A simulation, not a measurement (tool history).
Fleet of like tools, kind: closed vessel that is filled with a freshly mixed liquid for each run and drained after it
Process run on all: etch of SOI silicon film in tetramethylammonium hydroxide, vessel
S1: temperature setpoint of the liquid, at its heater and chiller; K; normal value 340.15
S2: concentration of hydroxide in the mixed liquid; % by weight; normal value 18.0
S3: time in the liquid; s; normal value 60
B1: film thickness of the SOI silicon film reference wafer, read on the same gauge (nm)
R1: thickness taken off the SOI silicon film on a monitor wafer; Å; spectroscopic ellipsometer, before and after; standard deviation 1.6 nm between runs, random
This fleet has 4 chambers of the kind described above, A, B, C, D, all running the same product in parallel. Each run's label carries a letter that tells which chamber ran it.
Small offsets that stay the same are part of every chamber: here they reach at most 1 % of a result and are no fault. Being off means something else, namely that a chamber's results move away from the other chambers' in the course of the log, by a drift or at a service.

{"run": "1A", "hour": 10.1, "S1": 340.15, "S2": 18.0, "S3": 60, "B1": 40.036, "R1": 2504.4}
{"run": "2B", "hour": 20.5, "S1": 340.15, "S2": 18.0, "S3": 60, "B1": 40.018, "R1": 2508.6}
{"run": "3C", "hour": 30.0, "S1": 340.15, "S2": 18.0, "S3": 60, "B1": 39.99, "R1": 2544.1}
{"run": "4D", "hour": 35.6, "S1": 340.15, "S2": 18.0, "S3": 60, "B1": 39.97, "R1": 2517.8}
{"run": "5A", "hour": 42.5, "S1": 336.15, "S2": 22.5, "S3": 60, "B1": 39.975, "R1": 1766.8}
{"run": "6B", "hour": 47.1, "S1": 336.15, "S2": 22.5, "S3": 60, "B1": 39.959, "R1": 1766.5}
{"run": "7D", "hour": 55.8, "S1": 336.15, "S2": 22.5, "S3": 60, "B1": 40.006, "R1": 1759.2}
{"run": "8C", "hour": 64.3, "S1": 336.15, "S2": 22.5, "S3": 60, "B1": 39.993, "R1": 1759.5}
{"run": "9C", "hour": 70.3, "S1": 340.15, "S2": 18.0, "S3": 60, "B1": 39.994, "R1": 2516.8}
{"run": "10A", "hour": 79.9, "S1": 340.15, "S2": 18.0, "S3": 60, "B1": 40.018, "R1": 2520.3}
{"run": "11B", "hour": 87.7, "S1": 340.15, "S2": 18.0, "S3": 60, "B1": 39.986, "R1": 2513.5}
{"run": "12D", "hour": 95.9, "S1": 340.15, "S2": 18.0, "S3": 60, "B1": 40.021, "R1": 2516.3}
{"run": "13B", "hour": 101.1, "S1": 340.15, "S2": 18.0, "S3": 60, "B1": 40.036, "R1": 2493.9}
{"run": "14A", "hour": 107.0, "S1": 340.15, "S2": 18.0, "S3": 60, "B1": 39.995, "R1": 2520.8}
{"run": "15D", "hour": 113.8, "S1": 340.15, "S2": 18.0, "S3": 40, "B1": 40.012, "R1": 1688.8}
{"run": "16C", "hour": 120.9, "S1": 340.15, "S2": 18.0, "S3": 40, "B1": 39.967, "R1": 1672.9}
{"run": "17C", "hour": 125.8, "S1": 340.15, "S2": 18.0, "S3": 40, "B1": 40.005, "R1": 1675.9}
{"run": "18D", "hour": 133.0, "S1": 340.15, "S2": 18.0, "S3": 40, "B1": 40.011, "R1": 1674.6}
{"run": "19B", "hour": 142.7, "S1": 340.15, "S2": 18.0, "S3": 60, "B1": 40.007, "R1": 2467.9}
{"run": "20A", "hour": 148.8, "S1": 347.65, "S2": 18.0, "S3": 60, "B1": 40.004, "R1": 3887.7}
{"run": "21A", "hour": 153.5, "S1": 347.65, "S2": 18.0, "S3": 60, "B1": 39.98, "R1": 3898.9}
{"run": "22B", "hour": 158.2, "S1": 347.65, "S2": 18.0, "S3": 60, "B1": 39.992, "R1": 3812.0}
{"run": "23C", "hour": 166.1, "S1": 347.65, "S2": 18.0, "S3": 60, "B1": 40.02, "R1": 3902.6}
{"run": "24D", "hour": 176.4, "S1": 340.15, "S2": 18.0, "S3": 85, "B1": 39.976, "R1": 3550.1}
{"run": "25A", "hour": 186.6, "S1": 340.15, "S2": 18.0, "S3": 85, "B1": 40.018, "R1": 3528.8}
{"run": "26C", "hour": 191.1, "S1": 340.15, "S2": 18.0, "S3": 85, "B1": 40.014, "R1": 3598.2}
{"run": "27B", "hour": 198.1, "S1": 340.15, "S2": 18.0, "S3": 85, "B1": 40.001, "R1": 3382.9}
{"run": "28D", "hour": 207.3, "S1": 340.15, "S2": 18.0, "S3": 60, "B1": 39.994, "R1": 2514.1}
{"run": "29A", "hour": 217.5, "S1": 332.65, "S2": 18.0, "S3": 85, "B1": 40.003, "R1": 2243.2}

Has any chamber moved away from the others, gradually or after a service, or does the common gauge drift, or do the chambers differ only by their own small steady offsets? State the chamber and the most likely cause if one applies.

One chamber, B, drifts off from the rest bit by bit.
Cause: liquid colder than its thermometer reads (K) = 1.15.

Which of the 4 candidates below, each the usual settings with something changed and its results left as question marks, puts chamber B back in line with what the other chambers give on the usual settings?
In-line tolerance around the mean of the other chambers on the usual settings: R1 56.0 Å
{"run": "30B-1", "hour": 225.0, "S1": 340.15, "S2": 19.0, "S3": 60, "R1": "?"}
{"run": "30B-2", "hour": 225.0, "S1": 339.15, "S2": 18.0, "S3": 60, "R1": "?"}
{"run": "30B-3", "hour": 225.0, "S1": 340.15, "S2": 17.0, "S3": 60, "R1": "?"}
{"run": "30B-4", "hour": 225.0, "S1": 341.15, "S2": 18.0, "S3": 60, "R1": "?"}

The mean the other chambers reach with the usual settings: R1 2517.0 Å
run=30B-1 R1=2322.7
run=30B-2 R1=2238.5
run=30B-3 R1=2429.8
run=30B-4 R1=2521.6
The right change is 30B-4: it brings the chamber back within the allowed miss of the others.
